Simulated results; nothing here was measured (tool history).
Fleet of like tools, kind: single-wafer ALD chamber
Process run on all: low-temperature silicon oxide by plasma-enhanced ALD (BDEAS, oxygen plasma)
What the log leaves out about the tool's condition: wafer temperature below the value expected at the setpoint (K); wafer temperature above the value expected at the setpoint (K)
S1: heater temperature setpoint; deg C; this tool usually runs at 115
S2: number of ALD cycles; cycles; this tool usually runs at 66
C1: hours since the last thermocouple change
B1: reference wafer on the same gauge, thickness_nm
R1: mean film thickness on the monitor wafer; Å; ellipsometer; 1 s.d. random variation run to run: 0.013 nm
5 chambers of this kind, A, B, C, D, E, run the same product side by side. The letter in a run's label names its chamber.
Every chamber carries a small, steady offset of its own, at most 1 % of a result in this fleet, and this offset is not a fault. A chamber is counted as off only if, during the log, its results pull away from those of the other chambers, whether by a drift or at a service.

run,day,S1,S2,C1,B1,R1
1A,0.321,115,66,1492,9.7877,91.601
2B,0.55,115,66,1671.2,9.7889,91.979
3C,0.817,115,66,1109.1,9.7883,92.474
4D,1.117,115,66,585.3,9.7825,91.864
5E,1.433,115,74,2423.6,9.7865,102.93
6D,1.804,115,74,601.8,9.7772,102.69
7C,2.017,115,74,1137.9,9.7771,103.28
8B,2.246,115,74,1711.9,9.7813,103.25
9A,2.529,115,74,1545,9.7807,102.67
10E,2.883,115,66,2458.4,9.7738,91.381
11E,3.154,127,59,2464.9,9.7727,79.811
12A,3.333,127,59,1564.3,9.7781,80.025
13D,3.621,127,59,645.4,9.7705,79.962
14B,3.942,127,59,1752.6,9.7719,80.547
15C,4.179,127,59,1189.8,9.7686,80.703
16E,4.488,115,66,2496.9,9.7722,91.245
17C,4.825,115,66,1205.3,9.7694,92.452
18A,5.108,124,79,1606.9,9.7662,107.73
19B,5.329,124,79,1785.9,9.7629,108.38
20D,5.492,124,79,690.3,9.7637,107.74
21A,5.788,124,79,1623.2,9.7616,107.65
22D,5.958,124,79,701.5,9.7605,107.6
23B,6.283,115,66,1808.8,9.758,91.99
24E,6.617,126,77,2548,9.7568,104.42
25C,6.967,126,77,1256.7,9.759,105.29
26C,7.167,126,77,1261.5,9.7557,105.45
27D,7.333,126,77,734.5,9.7559,104.63
28A,7.508,126,77,1664.5,9.7546,104.28
29E,7.833,115,66,2577.2,9.7513,91.473
30B,8.1,115,66,1852.4,9.7543,92.017
31C,8.458,115,66,1292.5,9.748,91.986
32B,8.662,115,66,1865.9,9.7473,91.853
33E,8.867,115,66,2602,9.7484,91.293
34D,9.242,115,66,780.3,9.7473,91.281
35A,9.508,115,66,1712.5,9.7432,91.175
36B,9.808,115,66,1893.4,9.741,91.724
37C,9.988,115,66,1329.2,9.7455,91.871
38E,10.162,115,66,2633.1,9.738,90.982
39D,10.525,115,66,811.1,9.7433,91.386
40A,10.825,115,66,1744.1,9.739,90.954
41B,11.154,115,66,1925.7,9.7385,91.906
42E,11.375,115,66,2662.2,9.7349,90.972
43D,11.575,115,66,836.3,9.7335,91.198

One chamber off, gauge drift, or nothing amiss beyond the chambers' own small offsets? If it is a chamber, which one, and what is the likeliest cause?

It is the gauge, not a chamber: its drift shows up in every chamber's results at once, and no chamber is off.
What lies behind it: gauge reads low (%) = 0.585.
